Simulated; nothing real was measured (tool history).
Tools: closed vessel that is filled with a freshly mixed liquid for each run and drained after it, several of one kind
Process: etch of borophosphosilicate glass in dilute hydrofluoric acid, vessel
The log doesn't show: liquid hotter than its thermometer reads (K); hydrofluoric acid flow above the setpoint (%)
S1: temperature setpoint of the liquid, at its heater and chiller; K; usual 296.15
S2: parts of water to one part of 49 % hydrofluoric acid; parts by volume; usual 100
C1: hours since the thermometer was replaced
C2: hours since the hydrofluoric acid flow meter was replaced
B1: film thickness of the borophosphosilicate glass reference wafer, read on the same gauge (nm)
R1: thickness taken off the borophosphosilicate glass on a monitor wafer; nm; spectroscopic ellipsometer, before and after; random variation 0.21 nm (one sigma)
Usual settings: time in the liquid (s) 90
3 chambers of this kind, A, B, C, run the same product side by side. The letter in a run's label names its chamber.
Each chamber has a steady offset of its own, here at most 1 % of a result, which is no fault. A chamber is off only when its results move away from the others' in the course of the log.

{"run": "1A", "hour": 5.1, "S1": 296.15, "S2": 100, "time in the liquid (s)": 90, "C1": 2521.7, "C2": 67, "B1": 39.975, "R1": 40.302}
{"run": "2B", "hour": 12.5, "S1": 296.15, "S2": 100, "time in the liquid (s)": 90, "C1": 672.9, "C2": 1063.8, "B1": 39.999, "R1": 40.503}
{"run": "3C", "hour": 21.3, "S1": 296.15, "S2": 100, "time in the liquid (s)": 90, "C1": 612.5, "C2": 532.4, "B1": 39.997, "R1": 40.223}
{"run": "4A", "hour": 30.7, "S1": 296.15, "S2": 100, "time in the liquid (s)": 90, "C1": 2547.3, "C2": 92.6, "B1": 39.986, "R1": 40.546}
{"run": "5C", "hour": 35.1, "S1": 296.15, "S2": 100, "time in the liquid (s)": 90, "C1": 626.3, "C2": 546.2, "B1": 40.037, "R1": 40.265}
{"run": "6B", "hour": 43.4, "S1": 296.15, "S2": 100, "time in the liquid (s)": 90, "C1": 703.8, "C2": 1094.7, "B1": 39.984, "R1": 40.276}
{"run": "7C", "hour": 47.9, "S1": 296.15, "S2": 100, "time in the liquid (s)": 90, "C1": 639.1, "C2": 559, "B1": 40.051, "R1": 40.465}
{"run": "8B", "hour": 58.2, "S1": 293.15, "S2": 100, "time in the liquid (s)": 90, "C1": 718.6, "C2": 1109.5, "B1": 40.001, "R1": 35.667}
{"run": "9A", "hour": 68.1, "S1": 293.15, "S2": 100, "time in the liquid (s)": 90, "C1": 2584.7, "C2": 130, "B1": 39.969, "R1": 36.058}
{"run": "10A", "hour": 78.0, "S1": 293.15, "S2": 100, "time in the liquid (s)": 90, "C1": 2594.6, "C2": 139.9, "B1": 40.005, "R1": 35.873}
{"run": "11B", "hour": 84.4, "S1": 296.15, "S2": 100, "time in the liquid (s)": 90, "C1": 744.8, "C2": 1135.7, "B1": 39.986, "R1": 40.337}
{"run": "12C", "hour": 89.2, "S1": 296.15, "S2": 100, "time in the liquid (s)": 90, "C1": 680.4, "C2": 600.3, "B1": 40.008, "R1": 40.334}
{"run": "13B", "hour": 98.3, "S1": 296.15, "S2": 100, "time in the liquid (s)": 90, "C1": 758.7, "C2": 1149.6, "B1": 39.993, "R1": 40.53}
{"run": "14C", "hour": 108.4, "S1": 293.65, "S2": 50, "time in the liquid (s)": 90, "C1": 699.6, "C2": 619.5, "B1": 39.939, "R1": 76.632}
{"run": "15A", "hour": 114.1, "S1": 293.65, "S2": 50, "time in the liquid (s)": 90, "C1": 2630.7, "C2": 176, "B1": 39.995, "R1": 77.734}
{"run": "16A", "hour": 123.9, "S1": 293.65, "S2": 50, "time in the liquid (s)": 90, "C1": 2640.5, "C2": 185.8, "B1": 39.982, "R1": 77.748}
{"run": "17C", "hour": 130.3, "S1": 296.15, "S2": 100, "time in the liquid (s)": 90, "C1": 721.5, "C2": 641.4, "B1": 40.03, "R1": 40.009}
{"run": "18B", "hour": 137.0, "S1": 296.15, "S2": 100, "time in the liquid (s)": 90, "C1": 797.4, "C2": 1188.3, "B1": 40.012, "R1": 40.304}
{"run": "19C", "hour": 143.2, "S1": 296.15, "S2": 100, "time in the liquid (s)": 90, "C1": 734.4, "C2": 654.3, "B1": 40.004, "R1": 39.933}
{"run": "20A", "hour": 148.7, "S1": 296.15, "S2": 100, "time in the liquid (s)": 90, "C1": 2665.3, "C2": 210.6, "B1": 40.032, "R1": 40.286}
{"hour": 150.5, "done": "chamber A: thermometer replaced"}
{"run": "21B", "hour": 159.0, "S1": 296.15, "S2": 100, "time in the liquid (s)": 90, "C1": 819.4, "C2": 1210.3, "B1": 39.989, "R1": 40.167}
{"run": "22B", "hour": 164.0, "S1": 296.15, "S2": 100, "time in the liquid (s)": 70, "C1": 824.4, "C2": 1215.3, "B1": 39.998, "R1": 31.146}
{"run": "23C", "hour": 171.0, "S1": 296.15, "S2": 100, "time in the liquid (s)": 70, "C1": 762.2, "C2": 682.1, "B1": 39.969, "R1": 31.266}
{"run": "24A", "hour": 178.1, "S1": 296.15, "S2": 100, "time in the liquid (s)": 70, "C1": 27.6, "C2": 240, "B1": 40.019, "R1": 31.4}
{"run": "25B", "hour": 187.5, "S1": 296.15, "S2": 100, "time in the liquid (s)": 90, "C1": 847.9, "C2": 1238.8, "B1": 40.017, "R1": 40.174}
{"run": "26A", "hour": 192.9, "S1": 296.15, "S2": 100, "time in the liquid (s)": 90, "C1": 42.4, "C2": 254.8, "B1": 39.967, "R1": 40.427}

What goes on in this fleet: one chamber off, a drifting gauge, or nothing beyond the chambers' own small offsets? Name the chamber and the cause, if any.

No chamber stands off beyond its own small offset, and the gauge holds steady.
